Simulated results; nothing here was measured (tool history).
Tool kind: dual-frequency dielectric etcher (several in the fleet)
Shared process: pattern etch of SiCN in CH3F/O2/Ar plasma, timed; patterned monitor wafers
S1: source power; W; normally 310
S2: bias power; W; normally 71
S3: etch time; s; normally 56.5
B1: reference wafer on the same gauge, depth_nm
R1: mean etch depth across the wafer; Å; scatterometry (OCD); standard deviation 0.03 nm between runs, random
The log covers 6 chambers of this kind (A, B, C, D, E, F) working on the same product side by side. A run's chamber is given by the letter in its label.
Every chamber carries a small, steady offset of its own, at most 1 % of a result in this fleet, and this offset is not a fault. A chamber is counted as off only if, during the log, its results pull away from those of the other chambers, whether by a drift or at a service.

{"run": "1E", "hour": 4.0, "S1": 310, "S2": 71, "S3": 56.5, "B1": 21.298, "R1": 192.83}
{"run": "2F", "hour": 10.1, "S1": 310, "S2": 71, "S3": 56.5, "B1": 21.31, "R1": 192.28}
{"run": "3D", "hour": 16.8, "S1": 310, "S2": 71, "S3": 56.5, "B1": 21.312, "R1": 191.14}
{"run": "4B", "hour": 21.5, "S1": 310, "S2": 71, "S3": 56.5, "B1": 21.309, "R1": 192.36}
{"run": "5C", "hour": 27.0, "S1": 310, "S2": 71, "S3": 56.5, "B1": 21.308, "R1": 191.16}
{"run": "6A", "hour": 33.5, "S1": 310, "S2": 54, "S3": 56.5, "B1": 21.312, "R1": 174.18}
{"run": "7F", "hour": 39.0, "S1": 310, "S2": 54, "S3": 56.5, "B1": 21.324, "R1": 174.71}
{"run": "8C", "hour": 46.0, "S1": 310, "S2": 54, "S3": 56.5, "B1": 21.326, "R1": 174.02}
{"run": "9B", "hour": 53.0, "S1": 310, "S2": 54, "S3": 56.5, "B1": 21.323, "R1": 174.94}
{"run": "10A", "hour": 56.8, "S1": 310, "S2": 54, "S3": 56.5, "B1": 21.324, "R1": 174.13}
{"run": "11D", "hour": 64.3, "S1": 310, "S2": 54, "S3": 56.5, "B1": 21.323, "R1": 173.61}
{"run": "12E", "hour": 72.8, "S1": 380, "S2": 81, "S3": 56.5, "B1": 21.34, "R1": 217.91}
{"run": "13C", "hour": 78.6, "S1": 380, "S2": 81, "S3": 56.5, "B1": 21.332, "R1": 216.31}
{"hour": 82.5, "done": "chamber C: wet clean of the chamber"}
{"run": "14F", "hour": 86.5, "S1": 380, "S2": 81, "S3": 56.5, "B1": 21.338, "R1": 218.16}
{"run": "15D", "hour": 94.4, "S1": 380, "S2": 81, "S3": 56.5, "B1": 21.343, "R1": 216.62}
{"run": "16E", "hour": 99.6, "S1": 380, "S2": 81, "S3": 56.5, "B1": 21.353, "R1": 218.6}
{"run": "17B", "hour": 105.0, "S1": 380, "S2": 81, "S3": 56.5, "B1": 21.348, "R1": 217.88}
{"run": "18A", "hour": 110.2, "S1": 310, "S2": 71, "S3": 56.5, "B1": 21.352, "R1": 191.79}
{"run": "19A", "hour": 116.9, "S1": 310, "S2": 71, "S3": 56.5, "B1": 21.355, "R1": 192.04}
{"run": "20F", "hour": 121.2, "S1": 230, "S2": 71, "S3": 56.5, "B1": 21.364, "R1": 172.12}
{"run": "21B", "hour": 126.9, "S1": 230, "S2": 71, "S3": 56.5, "B1": 21.363, "R1": 172.37}
{"run": "22D", "hour": 132.5, "S1": 230, "S2": 71, "S3": 56.5, "B1": 21.367, "R1": 170.7}
{"run": "23C", "hour": 136.8, "S1": 230, "S2": 71, "S3": 56.5, "B1": 21.359, "R1": 171.95}
{"run": "24E", "hour": 143.0, "S1": 230, "S2": 71, "S3": 56.5, "B1": 21.362, "R1": 173.18}
{"run": "25F", "hour": 150.4, "S1": 230, "S2": 71, "S3": 56.5, "B1": 21.376, "R1": 172.11}
{"run": "26B", "hour": 156.0, "S1": 310, "S2": 71, "S3": 56.5, "B1": 21.378, "R1": 192.37}
{"run": "27D", "hour": 164.2, "S1": 270, "S2": 80, "S3": 56.5, "B1": 21.381, "R1": 190.08}
{"hour": 169.5, "done": "chamber E: bias power generator calibrated"}
{"run": "28E", "hour": 170.8, "S1": 270, "S2": 80, "S3": 56.5, "B1": 21.381, "R1": 192.05}
{"run": "29A", "hour": 176.0, "S1": 270, "S2": 80, "S3": 56.5, "B1": 21.377, "R1": 191.26}
{"run": "30C", "hour": 184.2, "S1": 270, "S2": 80, "S3": 56.5, "B1": 21.398, "R1": 189.82}
{"run": "31C", "hour": 192.5, "S1": 270, "S2": 80, "S3": 56.5, "B1": 21.393, "R1": 190.36}
{"run": "32F", "hour": 196.8, "S1": 270, "S2": 80, "S3": 56.5, "B1": 21.388, "R1": 191.67}
{"run": "33A", "hour": 201.1, "S1": 280, "S2": 71, "S3": 70.5, "B1": 21.402, "R1": 231.24}
{"run": "34D", "hour": 208.0, "S1": 280, "S2": 71, "S3": 70.5, "B1": 21.405, "R1": 230.54}
{"run": "35E", "hour": 213.7, "S1": 280, "S2": 71, "S3": 70.5, "B1": 21.399, "R1": 233.69}
{"run": "36B", "hour": 220.0, "S1": 280, "S2": 71, "S3": 70.5, "B1": 21.411, "R1": 231.88}
{"run": "37D", "hour": 225.3, "S1": 280, "S2": 71, "S3": 70.5, "B1": 21.408, "R1": 230.39}
{"run": "38F", "hour": 233.7, "S1": 280, "S2": 71, "S3": 70.5, "B1": 21.411, "R1": 231.72}
{"run": "39C", "hour": 239.6, "S1": 310, "S2": 71, "S3": 56.5, "B1": 21.422, "R1": 192.09}
{"run": "40B", "hour": 246.4, "S1": 310, "S2": 71, "S3": 56.5, "B1": 21.425, "R1": 193.19}
{"run": "41A", "hour": 254.7, "S1": 310, "S2": 71, "S3": 56.5, "B1": 21.421, "R1": 192.17}
{"run": "42E", "hour": 262.2, "S1": 310, "S2": 71, "S3": 56.5, "B1": 21.429, "R1": 194.45}
{"run": "43B", "hour": 269.9, "S1": 310, "S2": 71, "S3": 56.5, "B1": 21.425, "R1": 193.47}
{"hour": 271.8, "done": "chamber E: wet clean of the chamber"}
{"run": "44E", "hour": 276.0, "S1": 310, "S2": 71, "S3": 56.5, "B1": 21.431, "R1": 194.45}

Does one chamber stand apart from the rest, does the shared gauge drift, or is all well apart from small per-chamber offsets? Give the chamber and the most likely cause, where there is one.

It is the gauge, not a chamber: its drift shows up in every chamber's results at once, and no chamber is off.
What lies behind it: gauge reads high (%) = 0.638.
